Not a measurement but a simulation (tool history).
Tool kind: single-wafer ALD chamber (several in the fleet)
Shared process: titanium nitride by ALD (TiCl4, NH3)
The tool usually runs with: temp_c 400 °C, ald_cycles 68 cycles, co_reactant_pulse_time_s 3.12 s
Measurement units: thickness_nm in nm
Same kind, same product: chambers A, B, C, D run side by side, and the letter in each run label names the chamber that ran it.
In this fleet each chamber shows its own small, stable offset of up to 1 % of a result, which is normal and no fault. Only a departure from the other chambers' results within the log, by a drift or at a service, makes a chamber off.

run,hour,temp_c,ald_cycles,co_reactant_pulse_time_s,"read-back reference wafer on the same gauge, thickness_nm",thickness_nm
1D,8.1,400,68,3.12,1.29,1.5066
2B,13.9,400,68,3.12,1.2893,1.5205
3C,19.2,400,68,3.12,1.2894,1.5244
4A,23.9,400,68,3.12,1.2885,1.5248
5C,28.8,400,68,3.12,1.2888,1.5231
6D,35.2,400,68,3.12,1.2879,1.5039
7A,42.7,400,68,3.12,1.2886,1.5233
8B,47.7,400,68,3.12,1.288,1.5182
9C,53.7,400,68,3.12,1.2874,1.5211
10A,58.9,400,68,3.12,1.2865,1.5271
11B,65.8,400,68,3.12,1.287,1.5158
12D,71.6,400,68,3.12,1.2864,1.503
13D,78.4,400,68,3.12,1.2867,1.507
14C,82.5,400,68,3.12,1.286,1.5218
15A,91.1,400,68,3.12,1.2859,1.5214
16B,97.1,400,68,3.12,1.2849,1.5106
17C,101.3,400,68,3.12,1.2848,1.5237
18D,106.9,400,68,3.12,1.2844,1.501
19A,111.3,392,68,3.12,1.2843,1.5113
20B,117.9,392,68,3.12,1.2843,1.5045
21D,124.7,392,68,3.12,1.2838,1.4949
22A,130.5,392,68,3.12,1.2832,1.5116
23B,135.1,400,55,3.12,1.2824,1.2216
24C,143.9,400,55,3.12,1.2828,1.2282
25D,150.8,400,55,3.12,1.2824,1.2134
26A,155.6,400,55,3.12,1.282,1.2216
27C,159.8,400,68,3.12,1.2817,1.5162
28B,168,400,68,3.12,1.2813,1.5084
29A,174.5,400,68,3.12,1.2817,1.5112
30B,180.7,400,68,3.12,1.2811,1.508

All 4 chambers run these settings next. Forecast each chamber's results:
31A,187.1,400,68,2.19,,?
31B,187.1,400,68,2.19,,?
31C,187.1,400,68,2.19,,?
31D,187.1,400,68,2.19,,?

run,thickness_nm
31A,1.4943
31B,1.4929
31C,1.4982
31D,1.4769

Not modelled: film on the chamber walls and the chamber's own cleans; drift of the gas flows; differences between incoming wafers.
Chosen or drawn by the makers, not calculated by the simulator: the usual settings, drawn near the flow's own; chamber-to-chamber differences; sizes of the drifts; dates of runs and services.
